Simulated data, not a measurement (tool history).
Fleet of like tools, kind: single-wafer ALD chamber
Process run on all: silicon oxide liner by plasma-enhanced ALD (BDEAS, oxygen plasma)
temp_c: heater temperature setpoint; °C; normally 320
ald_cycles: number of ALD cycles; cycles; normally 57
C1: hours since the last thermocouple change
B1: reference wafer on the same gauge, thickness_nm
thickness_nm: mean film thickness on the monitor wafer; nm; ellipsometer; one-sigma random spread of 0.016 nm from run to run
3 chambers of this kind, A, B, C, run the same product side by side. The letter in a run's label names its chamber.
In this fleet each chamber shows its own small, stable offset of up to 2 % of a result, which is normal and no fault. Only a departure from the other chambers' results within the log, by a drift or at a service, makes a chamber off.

{"run": "1B", "hour": 5.4, "temp_c": 320, "ald_cycles": 57, "C1": 1973.1, "B1": 5.8004, "thickness_nm": 5.1406}
{"run": "2C", "hour": 8.5, "temp_c": 320, "ald_cycles": 57, "C1": 1395.0, "B1": 5.7996, "thickness_nm": 5.1234}
{"run": "3A", "hour": 12.9, "temp_c": 320, "ald_cycles": 57, "C1": 487.7, "B1": 5.795, "thickness_nm": 5.2538}
{"run": "4B", "hour": 19.7, "temp_c": 320, "ald_cycles": 57, "C1": 1987.4, "B1": 5.8, "thickness_nm": 5.1616}
{"run": "5A", "hour": 26.5, "temp_c": 320, "ald_cycles": 57, "C1": 501.3, "B1": 5.798, "thickness_nm": 5.2293}
{"run": "6C", "hour": 32.4, "temp_c": 320, "ald_cycles": 57, "C1": 1418.9, "B1": 5.8004, "thickness_nm": 5.1175}
{"run": "7C", "hour": 38.6, "temp_c": 320, "ald_cycles": 57, "C1": 1425.1, "B1": 5.801, "thickness_nm": 5.1516}
{"run": "8B", "hour": 43.1, "temp_c": 320, "ald_cycles": 57, "C1": 2010.8, "B1": 5.799, "thickness_nm": 5.1461}
{"run": "9A", "hour": 49.8, "temp_c": 312, "ald_cycles": 52, "C1": 524.6, "B1": 5.7976, "thickness_nm": 4.8508}
{"run": "10C", "hour": 56.3, "temp_c": 312, "ald_cycles": 52, "C1": 1442.8, "B1": 5.8009, "thickness_nm": 4.7051}
{"run": "11A", "hour": 59.5, "temp_c": 312, "ald_cycles": 52, "C1": 534.3, "B1": 5.7991, "thickness_nm": 4.8364}
{"run": "12B", "hour": 65.2, "temp_c": 328, "ald_cycles": 51, "C1": 2032.9, "B1": 5.7973, "thickness_nm": 4.5423}
{"run": "13B", "hour": 69.7, "temp_c": 328, "ald_cycles": 51, "C1": 2037.4, "B1": 5.7955, "thickness_nm": 4.5347}
{"run": "14A", "hour": 74.1, "temp_c": 328, "ald_cycles": 51, "C1": 548.9, "B1": 5.7979, "thickness_nm": 4.6296}
{"run": "15C", "hour": 80.9, "temp_c": 320, "ald_cycles": 57, "C1": 1467.4, "B1": 5.797, "thickness_nm": 5.1422}
{"run": "16C", "hour": 84.7, "temp_c": 320, "ald_cycles": 57, "C1": 1471.2, "B1": 5.7992, "thickness_nm": 5.1295}
{"run": "17A", "hour": 87.9, "temp_c": 312, "ald_cycles": 51, "C1": 562.7, "B1": 5.8015, "thickness_nm": 4.7537}
{"run": "18B", "hour": 93.5, "temp_c": 312, "ald_cycles": 51, "C1": 2061.2, "B1": 5.801, "thickness_nm": 4.6768}
{"run": "19C", "hour": 100.3, "temp_c": 312, "ald_cycles": 51, "C1": 1486.8, "B1": 5.803, "thickness_nm": 4.6422}
{"run": "20A", "hour": 104.2, "temp_c": 320, "ald_cycles": 57, "C1": 579.0, "B1": 5.8001, "thickness_nm": 5.2549}
{"hour": 110.6, "done": "chamber B: thermocouple changed; heater temperature recalibrated"}
{"run": "21B", "hour": 110.7, "temp_c": 320, "ald_cycles": 57, "C1": 0.2, "B1": 5.8013, "thickness_nm": 5.1542}
{"run": "22A", "hour": 116.3, "temp_c": 320, "ald_cycles": 57, "C1": 591.1, "B1": 5.7982, "thickness_nm": 5.236}
{"run": "23B", "hour": 119.4, "temp_c": 320, "ald_cycles": 67, "C1": 8.9, "B1": 5.8044, "thickness_nm": 6.0361}
{"run": "24C", "hour": 125.5, "temp_c": 320, "ald_cycles": 67, "C1": 1512.0, "B1": 5.7991, "thickness_nm": 5.9927}
{"run": "25C", "hour": 129.2, "temp_c": 320, "ald_cycles": 67, "C1": 1515.7, "B1": 5.801, "thickness_nm": 6.0169}
{"run": "26A", "hour": 133.0, "temp_c": 332, "ald_cycles": 52, "C1": 607.8, "B1": 5.797, "thickness_nm": 4.7023}
{"run": "27B", "hour": 139.2, "temp_c": 332, "ald_cycles": 52, "C1": 28.7, "B1": 5.8068, "thickness_nm": 4.6239}

All chambers now run identical settings, listed one chamber a line with results as question marks. What results will each chamber show?
{"run": "28A", "hour": 144.3, "temp_c": 320, "ald_cycles": 48, "thickness_nm": "?"}
{"run": "28B", "hour": 144.3, "temp_c": 320, "ald_cycles": 48, "thickness_nm": "?"}
{"run": "28C", "hour": 144.3, "temp_c": 320, "ald_cycles": 48, "thickness_nm": "?"}

run=28A thickness_nm=4.4027
run=28B thickness_nm=4.3394
run=28C thickness_nm=4.3300
